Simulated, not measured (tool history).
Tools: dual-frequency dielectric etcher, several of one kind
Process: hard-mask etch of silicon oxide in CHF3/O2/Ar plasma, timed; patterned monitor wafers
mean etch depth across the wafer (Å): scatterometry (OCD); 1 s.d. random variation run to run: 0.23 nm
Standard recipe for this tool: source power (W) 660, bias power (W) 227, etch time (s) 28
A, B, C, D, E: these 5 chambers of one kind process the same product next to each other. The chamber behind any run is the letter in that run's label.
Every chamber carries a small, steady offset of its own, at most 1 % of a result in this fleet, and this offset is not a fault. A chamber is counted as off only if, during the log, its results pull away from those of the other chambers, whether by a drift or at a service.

run,hour,source power (W),bias power (W),etch time (s),"read-back reference wafer on the same gauge, depth_nm",mean etch depth across the wafer (Å)
1C,3.6,660,227,28,67.682,623.34
2B,7.6,660,227,28,67.696,618.81
3D,9.7,660,227,28,67.722,618.23
4A,13.2,660,227,28,67.7,618.3
# hour 15.7: chamber C: wet clean of the chamber
5E,15.9,660,227,28,67.726,622.34
6E,18.8,660,227,28,67.709,621.55
7D,22.7,660,227,28,67.699,624.32
8A,27.1,660,227,28,67.668,622.96
9B,30.4,660,227,28,67.674,622.83
10C,34.1,660,227,28,67.703,620.86
11D,37.3,660,227,28,67.727,623.02
# hour 39.8: chamber B: wet clean of the chamber
12C,41,660,227,28,67.711,624.57
13B,44.1,660,227,28,67.728,653.63
14E,46.7,660,227,28,67.673,619.74
15A,50.4,660,281,28,67.785,672.02
16E,53.3,660,281,28,67.664,674.02
17C,55.7,660,281,28,67.705,667.91
18B,59,660,281,28,67.67,703.85
19A,62.4,660,281,28,67.671,667.6
20D,66.6,550,227,28,67.666,579.12
21A,71.2,550,227,28,67.689,583.03
22D,75.6,550,227,28,67.771,577.45
23E,78.7,550,227,28,67.751,580.03
24B,82.9,550,227,28,67.625,614.72
25C,85.7,660,227,28,67.712,627.96
26D,89.1,660,227,28,67.733,613.67
27B,92.4,660,227,28,67.713,653.6
28E,95.6,660,177,28,67.713,571.2
29A,97.8,660,177,28,67.633,572.61
30C,101.7,660,177,28,67.652,571.72
31B,104.5,660,177,28,67.657,600.55
32D,106.7,660,177,28,67.687,565.98
33A,110.8,660,227,28,67.708,621.23
34E,115.2,660,227,28,67.701,627.95
35C,119.2,660,227,28,67.677,625.25

Next, every chamber runs the same settings. What will each give?
36A,122.5,660,227,28,,?
36B,122.5,660,227,28,,?
36C,122.5,660,227,28,,?
36D,122.5,660,227,28,,?
36E,122.5,660,227,28,,?

run,mean etch depth across the wafer (Å)
36A,627.9
36B,650.5
36C,622.41
36D,619
36E,623.71
